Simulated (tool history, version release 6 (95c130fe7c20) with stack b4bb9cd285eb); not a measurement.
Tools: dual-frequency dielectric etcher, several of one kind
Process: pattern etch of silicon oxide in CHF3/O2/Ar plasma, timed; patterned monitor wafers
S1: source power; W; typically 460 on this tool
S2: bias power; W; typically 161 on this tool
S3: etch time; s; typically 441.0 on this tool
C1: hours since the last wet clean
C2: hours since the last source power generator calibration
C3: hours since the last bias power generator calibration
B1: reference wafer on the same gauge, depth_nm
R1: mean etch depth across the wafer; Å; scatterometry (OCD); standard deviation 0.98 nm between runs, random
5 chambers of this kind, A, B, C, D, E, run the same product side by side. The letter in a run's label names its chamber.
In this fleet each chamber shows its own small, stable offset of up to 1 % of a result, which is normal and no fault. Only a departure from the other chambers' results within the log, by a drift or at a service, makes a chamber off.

| run | day | S1 | S2 | S3 | C1 | C2 | C3 | B1 | R1 |
|---|---|---|---|---|---|---|---|---|---|
| 1E | 0.271 | 460 | 161 | 441.0 | 119.4 | 544.3 | 2371.3 | 776.85 | 7547.2 |
| 2C | 0.629 | 460 | 161 | 441.0 | 36.3 | 1342.5 | 1848.5 | 776.81 | 7521.7 |
| 3A | 0.967 | 460 | 161 | 441.0 | 235.4 | 1125.3 | 1370.6 | 776.63 | 7619.0 |
| 4D | 1.204 | 460 | 161 | 441.0 | 225.1 | 963.1 | 994.1 | 776.84 | 7562.2 |
| 5B | 1.575 | 400 | 161 | 350.5 | 136.7 | 831.5 | 1278.7 | 776.54 | 5653.3 |
| 6A | 1.879 | 400 | 161 | 350.5 | 257.3 | 1147.2 | 1392.5 | 776.33 | 5729.8 |
| 7E | 2.250 | 400 | 161 | 350.5 | 166.9 | 591.8 | 2418.8 | 776.38 | 5671.5 |
| 8C | 2.508 | 400 | 161 | 350.5 | 81.4 | 1387.6 | 1893.6 | 776.28 | 5656.1 |
| 9B | 2.700 | 400 | 161 | 350.5 | 163.7 | 858.5 | 1305.7 | 776.27 | 5648.2 |
| 10D | 2.983 | 460 | 161 | 441.0 | 267.8 | 1005.8 | 1036.8 | 775.72 | 7526.1 |
| 11E | 3.283 | 350 | 161 | 441.0 | 191.7 | 616.6 | 2443.6 | 775.63 | 6786.2 |
| 12D | 3.604 | 350 | 161 | 441.0 | 282.7 | 1020.7 | 1051.7 | 775.80 | 6808.7 |
| 13A | 3.988 | 350 | 161 | 441.0 | 307.9 | 1197.8 | 1443.1 | 775.93 | 6850.9 |
| 14C | 4.396 | 350 | 161 | 441.0 | 126.7 | 1432.9 | 1938.9 | 775.29 | 6742.2 |
| 15B | 4.750 | 350 | 161 | 441.0 | 212.9 | 907.7 | 1354.9 | 775.42 | 6754.6 |
| 16B | 4.942 | 460 | 142 | 441.0 | 217.5 | 912.3 | 1359.5 | 775.46 | 7199.9 |
| 17C | 5.212 | 460 | 142 | 441.0 | 146.3 | 1452.5 | 1958.5 | 775.47 | 7208.8 |
| 18E | 5.417 | 460 | 142 | 441.0 | 242.9 | 667.8 | 2494.8 | 775.25 | 7207.2 |
| 19A | 5.608 | 460 | 142 | 441.0 | 346.8 | 1236.7 | 1482.0 | 774.94 | 7288.3 |
| 20D | 5.971 | 460 | 142 | 441.0 | 339.5 | 1077.5 | 1108.5 | 774.96 | 7232.6 |
|  | 6.279 | chamber D: wet clean of the chamber |
| 21C | 6.300 | 460 | 161 | 441.0 | 172.4 | 1478.6 | 1984.6 | 774.85 | 7484.9 |
| 22D | 6.642 | 500 | 161 | 441.0 | 8.8 | 1093.6 | 1124.6 | 774.75 | 7777.7 |
| 23E | 6.921 | 500 | 161 | 441.0 | 279.0 | 703.9 | 2530.9 | 774.66 | 7758.6 |
| 24B | 7.212 | 500 | 161 | 441.0 | 272.0 | 966.8 | 1414.0 | 774.41 | 7726.6 |
| 25A | 7.479 | 500 | 161 | 441.0 | 391.7 | 1281.6 | 1526.9 | 774.44 | 7852.5 |
| 26C | 7.817 | 500 | 161 | 441.0 | 208.8 | 1515.0 | 2021.0 | 774.16 | 7735.4 |
| 27B | 8.021 | 460 | 161 | 441.0 | 291.4 | 986.2 | 1433.4 | 773.96 | 7484.4 |
| 28D | 8.421 | 460 | 161 | 441.0 | 51.5 | 1136.3 | 1167.3 | 774.06 | 7527.8 |
|  | 8.579 | chamber A: wet clean of the chamber |
| 29A | 8.708 | 460 | 161 | 529.0 | 3.1 | 1311.1 | 1556.4 | 773.68 | 9101.1 |
| 30E | 9.038 | 460 | 161 | 529.0 | 329.8 | 754.7 | 2581.7 | 773.72 | 9003.5 |
| 31D | 9.279 | 460 | 161 | 529.0 | 72.1 | 1156.9 | 1187.9 | 773.54 | 9038.9 |
| 32B | 9.538 | 460 | 161 | 529.0 | 327.8 | 1022.6 | 1469.8 | 773.73 | 8995.7 |
| 33A | 9.904 | 460 | 161 | 529.0 | 31.8 | 1339.8 | 1585.1 | 773.53 | 9095.5 |
| 34E | 10.246 | 390 | 130 | 441.0 | 358.8 | 783.7 | 2610.7 | 773.12 | 6559.7 |
| 35C | 10.571 | 390 | 130 | 441.0 | 274.9 | 1581.1 | 2087.1 | 773.14 | 6554.2 |
| 36A | 10.779 | 390 | 130 | 441.0 | 52.8 | 1360.8 | 1606.1 | 773.04 | 6643.5 |
| 37E | 10.975 | 390 | 130 | 441.0 | 376.3 | 801.2 | 2628.2 | 772.88 | 6548.7 |
| 38B | 11.317 | 390 | 130 | 441.0 | 370.5 | 1065.3 | 1512.5 | 772.99 | 6529.1 |

Read the log: is a single chamber off, either drifting away or since a service, is the gauge that measures every chamber drifting, or is nothing wrong beyond small per-chamber offsets? Name any odd chamber and what most likely caused it.

The shared gauge is drifting. All chambers look as if they move in step, but none is off.
What lies behind it: gauge reads low (%) = 0.531.
